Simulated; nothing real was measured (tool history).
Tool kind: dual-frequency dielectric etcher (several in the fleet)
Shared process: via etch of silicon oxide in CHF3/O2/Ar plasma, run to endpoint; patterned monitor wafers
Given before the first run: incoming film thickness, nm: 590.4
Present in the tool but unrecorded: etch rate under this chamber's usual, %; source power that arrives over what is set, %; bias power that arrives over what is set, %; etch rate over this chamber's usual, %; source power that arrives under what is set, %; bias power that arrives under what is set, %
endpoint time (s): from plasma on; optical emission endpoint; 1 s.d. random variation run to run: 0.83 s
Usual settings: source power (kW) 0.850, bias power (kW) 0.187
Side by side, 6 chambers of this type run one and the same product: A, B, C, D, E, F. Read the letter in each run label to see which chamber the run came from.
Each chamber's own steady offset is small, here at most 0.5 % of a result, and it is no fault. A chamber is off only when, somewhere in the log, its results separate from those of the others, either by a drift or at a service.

run    day  source power (kW)  bias power (kW)  hours since the last wet clean  hours since the last source power generator calibration  hours since the last bias power generator calibration  endpoint time (s)
 1D  0.117              0.850            0.187                           223.0                                                   1036.8                                                 1351.6             258.61
 2F  0.275              0.850            0.187                            74.3                                                   4417.8                                                  153.5             259.92
 3B  0.467              0.850            0.187                           552.4                                                   1382.3                                                 1647.2             260.15
 4E  0.562              0.850            0.187                           555.0                                                   2541.0                                                 3372.8             256.75
     0.683  -- chamber B: wet clean of the chamber
 5A  0.704              0.850            0.150                           313.2                                                   3128.3                                                  969.6             278.29
 6C  0.842              0.850            0.150                           273.0                                                   1034.5                                                 3316.7             276.91
 7A  0.929              0.850            0.150                           318.6                                                   3133.7                                                  975.0             277.56
 8C  1.029              0.850            0.150                           277.5                                                   1039.0                                                 3321.2             277.29
 9E  1.171              0.850            0.150                           569.6                                                   2555.6                                                 3387.4             277.53
10B  1.325              0.850            0.150                            15.5                                                   1402.9                                                 1667.8             279.43
11F  1.421              0.850            0.187                           101.8                                                   4445.3                                                  181.0             259.84
12D  1.612              0.850            0.187                           258.9                                                   1072.7                                                 1387.5             256.71
13D  1.783              0.850            0.187                           263.0                                                   1076.8                                                 1391.6             257.12
14E  1.879              0.850            0.187                           586.6                                                   2572.6                                                 3404.4             257.02
15B  1.979              0.850            0.187                            31.2                                                   1418.6                                                 1683.5             259.82
16C  2.100              0.850            0.187                           303.2                                                   1064.7                                                 3346.9             258.74
17F  2.221              0.970            0.202                           121.0                                                   4464.5                                                  200.2             239.44
18A  2.346              0.970            0.202                           352.6                                                   3167.7                                                 1009.0             240.50
19F  2.479              0.970            0.202                           127.2                                                   4470.7                                                  206.4             241.36
20B  2.562              0.970            0.202                            45.2                                                   1432.6                                                 1697.5             240.74
21C  2.654              0.970            0.202                           316.5                                                   1078.0                                                 3360.2             238.98
22D  2.762              0.970            0.202                           286.5                                                   1100.3                                                 1415.1             239.59
23A  2.908              0.850            0.187                           366.1                                                   3181.2                                                 1022.5             259.88
24E  3.004              0.790            0.187                           613.6                                                   2599.6                                                 3431.4             265.22
25B  3.104              0.790            0.187                            58.2                                                   1445.6                                                 1710.5             265.32
     3.188  -- chamber E: wet clean of the chamber
26F  3.296              0.790            0.187                           146.8                                                   4490.3                                                  226.0             266.95
27C  3.388              0.790            0.187                           334.1                                                   1095.6                                                 3377.8             265.55
     3.467  -- chamber C: wet clean of the chamber
28D  3.521              0.790            0.187                           304.7                                                   1118.5                                                 1433.3             265.11
29A  3.688              0.790            0.187                           384.8                                                   3199.9                                                 1041.2             266.42
30E  3.775              0.850            0.187                            14.2                                                   2618.1                                                 3449.9             257.47
31B  3.942              0.850            0.187                            78.3                                                   1465.7                                                 1730.6             260.10
32C  4.033              0.850            0.187                            13.6                                                   1111.1                                                 3393.3             270.56
33E  4.208              1.030            0.215                            24.6                                                   2628.5                                                 3460.3             227.89
34A  4.333              1.030            0.215                           400.3                                                   3215.4                                                 1056.7             229.25
35F  4.500              1.030            0.215                           175.7                                                   4519.2                                                  254.9             228.93
36D  4.625              1.030            0.215                           331.2                                                   1145.0                                                 1459.8             228.05
     4.708  -- chamber A: wet clean of the chamber
37F  4.783              1.030            0.215                           182.5                                                   4526.0                                                  261.7             227.93
38B  4.958              1.030            0.215                           102.7                                                   1490.1                                                 1755.0             228.66
39C  5.146              0.850            0.187                            40.3                                                   1137.8                                                 3420.0             268.02
40A  5.292              0.850            0.187                            14.1                                                   3238.4                                                 1079.7             256.71
41E  5.408              0.850            0.187                            53.4                                                   2657.3                                                 3489.1             257.35
42D  5.508              0.760            0.165                           352.4                                                   1166.2                                                 1481.0             279.90
43B  5.633              0.760            0.165                           118.9                                                   1506.3                                                 1771.2             280.64
44D  5.788              0.760            0.165                           359.1                                                   1172.9                                                 1487.7             279.95

Is one chamber out of step, is the gauge drifting, or do the chambers differ by no more than their own small offsets? For an off chamber, give its letter and the likeliest cause.

After it was serviced, chamber C no longer matches the other chambers.
Cause: etch rate under this chamber's usual, % = 4.14.

Here are 4 candidates for chamber C's next run, each the usual settings with a change, their results left as question marks. Which one brings its results back in line with what the others give on the usual settings?
In-line tolerance around the mean of the other chambers on the usual settings: endpoint time (s) 2.90
45C-1  5.925              0.800            0.177                                                                                                                                                                  ?
45C-2  5.925              0.760            0.169                                                                                                                                                                  ?
45C-3  5.925              0.940            0.187                                                                                                                                                                  ?
45C-4  5.925              0.950            0.207                                                                                                                                                                  ?

Mean of the other chambers on the usual settings: endpoint time (s) 258.22
  run  endpoint time (s)
45C-1             280.97
45C-2             291.05
45C-3             259.13
45C-4             249.48
The right change is 45C-3: it brings the chamber back within the allowed miss of the others.
